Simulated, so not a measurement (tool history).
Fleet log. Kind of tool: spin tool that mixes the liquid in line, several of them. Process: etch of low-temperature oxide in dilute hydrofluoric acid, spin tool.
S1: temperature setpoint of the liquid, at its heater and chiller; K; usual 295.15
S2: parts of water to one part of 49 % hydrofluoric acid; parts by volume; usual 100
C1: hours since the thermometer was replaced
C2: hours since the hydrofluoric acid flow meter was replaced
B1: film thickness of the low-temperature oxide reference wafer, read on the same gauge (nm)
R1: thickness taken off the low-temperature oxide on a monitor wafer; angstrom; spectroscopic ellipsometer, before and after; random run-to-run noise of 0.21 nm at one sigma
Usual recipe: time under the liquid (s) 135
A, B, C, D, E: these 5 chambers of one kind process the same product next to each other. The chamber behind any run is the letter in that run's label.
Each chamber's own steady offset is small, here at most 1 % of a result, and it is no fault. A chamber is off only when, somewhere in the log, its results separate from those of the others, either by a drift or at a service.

Run 1B, hour 11.2: usual settings; C1 230.3; C2 769.5; B1 149.98. Result: R1 298.74 angstrom.
Run 2C, hour 25.3: usual settings; C1 603.9; C2 480.1; B1 150.01. Result: R1 303.44 angstrom.
At hour 33.6: chamber B: hydrofluoric acid flow meter replaced.
Run 3A, hour 35.3: usual settings; C1 1027.2; C2 640.9; B1 149.98. Result: R1 300.50 angstrom.
Run 4D, hour 49.1: usual settings; C1 59.3; C2 239.2; B1 150.00. Result: R1 302.05 angstrom.
Run 5E, hour 61.5: usual settings but S1 291.15 K, S2 75 parts by volume; C1 1191.8; C2 1011.8; B1 150.02. Result: R1 354.50 angstrom.
At hour 66.6: chamber C: hydrofluoric acid flow meter replaced.
Run 6A, hour 73.6: usual settings but S1 291.15 K, S2 75 parts by volume; C1 1065.5; C2 679.2; B1 149.99. Result: R1 351.46 angstrom.
Run 7E, hour 83.5: usual settings but S1 291.15 K, S2 75 parts by volume; C1 1213.8; C2 1033.8; B1 150.01. Result: R1 352.47 angstrom.
At hour 90.1: chamber A: thermometer replaced.
Run 8B, hour 95.2: usual settings but S1 291.15 K, S2 75 parts by volume; C1 314.3; C2 61.6; B1 149.99. Result: R1 348.65 angstrom.
Run 9D, hour 104.2: usual settings but S1 291.15 K, S2 75 parts by volume; C1 114.4; C2 294.3; B1 150.00. Result: R1 349.55 angstrom.
Run 10C, hour 112.4: usual settings; C1 691.0; C2 45.8; B1 149.99. Result: R1 299.19 angstrom.
Run 11B, hour 125.0: usual settings; C1 344.1; C2 91.4; B1 150.03. Result: R1 296.67 angstrom.
Run 12A, hour 132.5: usual settings; C1 42.5; C2 738.1; B1 150.01. Result: R1 307.89 angstrom.
Run 13C, hour 144.3: usual settings; C1 722.9; C2 77.7; B1 150.00. Result: R1 304.52 angstrom.
Run 14D, hour 152.0: usual settings; C1 162.2; C2 342.1; B1 149.97. Result: R1 301.80 angstrom.
Run 15E, hour 162.9: usual settings; C1 1293.2; C2 1113.2; B1 150.00. Result: R1 303.63 angstrom.
Run 16A, hour 172.9: usual settings; C1 82.9; C2 778.5; B1 150.01. Result: R1 312.94 angstrom.
Run 17C, hour 185.5: usual settings; C1 764.1; C2 118.9; B1 149.99. Result: R1 300.29 angstrom.
Run 18D, hour 199.7: usual settings; C1 209.9; C2 389.8; B1 150.00. Result: R1 297.92 angstrom.
Run 19E, hour 210.0: usual settings; C1 1340.3; C2 1160.3; B1 149.99. Result: R1 303.16 angstrom.
Run 20B, hour 223.2: usual settings; C1 442.3; C2 189.6; B1 149.99. Result: R1 300.14 angstrom.
Run 21D, hour 232.8: usual settings but S1 298.65 K, S2 55 parts by volume; C1 243.0; C2 422.9; B1 149.99. Result: R1 660.73 angstrom.
Run 22E, hour 239.9: usual settings but S1 298.65 K, S2 55 parts by volume; C1 1370.2; C2 1190.2; B1 149.99. Result: R1 674.29 angstrom.
Run 23A, hour 248.6: usual settings but S1 298.65 K, S2 55 parts by volume; C1 158.6; C2 854.2; B1 150.01. Result: R1 710.05 angstrom.
Run 24C, hour 262.8: usual settings but S1 298.65 K, S2 55 parts by volume; C1 841.4; C2 196.2; B1 150.00. Result: R1 664.73 angstrom.
Run 25B, hour 277.1: usual settings but S1 298.65 K, S2 55 parts by volume; C1 496.2; C2 243.5; B1 150.01. Result: R1 666.12 angstrom.
Run 26C, hour 290.4: usual settings; C1 869.0; C2 223.8; B1 150.00. Result: R1 300.81 angstrom.
Run 27E, hour 304.2: usual settings but S1 298.65 K, S2 120 parts by volume; C1 1434.5; C2 1254.5; B1 150.00. Result: R1 281.46 angstrom.
Run 28B, hour 314.1: usual settings but S1 298.65 K, S2 120 parts by volume; C1 533.2; C2 280.5; B1 149.99. Result: R1 280.24 angstrom.
Run 29D, hour 325.7: usual settings but S1 298.65 K, S2 120 parts by volume; C1 335.9; C2 515.8; B1 150.03. Result: R1 280.30 angstrom.
Run 30A, hour 336.5: usual settings but S1 298.65 K, S2 120 parts by volume; C1 246.5; C2 942.1; B1 150.02. Result: R1 303.27 angstrom.
At hour 339.5: chamber D: hydrofluoric acid flow meter replaced.
Run 31B, hour 349.4: usual settings but S1 298.65 K, S2 120 parts by volume; C1 568.5; C2 315.8; B1 150.02. Result: R1 279.18 angstrom.
Run 32E, hour 359.9: usual settings but S1 298.65 K, S2 75 parts by volume; C1 1490.2; C2 1310.2; B1 150.00. Result: R1 487.01 angstrom.
Run 33D, hour 371.3: usual settings but S1 298.65 K, S2 75 parts by volume; C1 381.5; C2 31.8; B1 150.00. Result: R1 472.74 angstrom.
Run 34C, hour 382.2: usual settings but S1 298.65 K, S2 75 parts by volume; C1 960.8; C2 315.6; B1 149.97. Result: R1 478.83 angstrom.
Run 35A, hour 389.1: usual settings but S1 298.65 K, S2 75 parts by volume; C1 299.1; C2 994.7; B1 150.02. Result: R1 523.85 angstrom.

One chamber off, gauge drift, or nothing amiss beyond the chambers' own small offsets? If it is a chamber, which one, and what is the likeliest cause?

Chamber A drifts away from the others.
Cause: hydrofluoric acid flow above the setpoint (%) = 8.42.

Below are 4 candidate recipes for chamber A's next run, each the usual settings with a change, their results shown as question marks. Which of them brings A's results back in line with what the other chambers give on the usual settings?
In line here means within this much of the mean the other chambers give on the usual settings: R1 7.40 angstrom
Run 36A-1, hour 400.0: usual settings but S1 295.65 K, time under the liquid (s) 145. Result: R1 ?.
Run 36A-2, hour 400.0: usual settings but S2 105 parts by volume, time under the liquid (s) 130. Result: R1 ?.
Run 36A-3, hour 400.0: usual settings but S2 120 parts by volume. Result: R1 ?.
Run 36A-4, hour 400.0: usual settings but S1 295.65 K, S2 85 parts by volume. Result: R1 ?.

Average result of the remaining chambers running the usual settings: R1 300.88 angstrom
  run      R1
36A-1  360.39
36A-2  299.65
36A-3  267.40
36A-4  402.58
With 36A-2, the chamber falls back in line with the rest.

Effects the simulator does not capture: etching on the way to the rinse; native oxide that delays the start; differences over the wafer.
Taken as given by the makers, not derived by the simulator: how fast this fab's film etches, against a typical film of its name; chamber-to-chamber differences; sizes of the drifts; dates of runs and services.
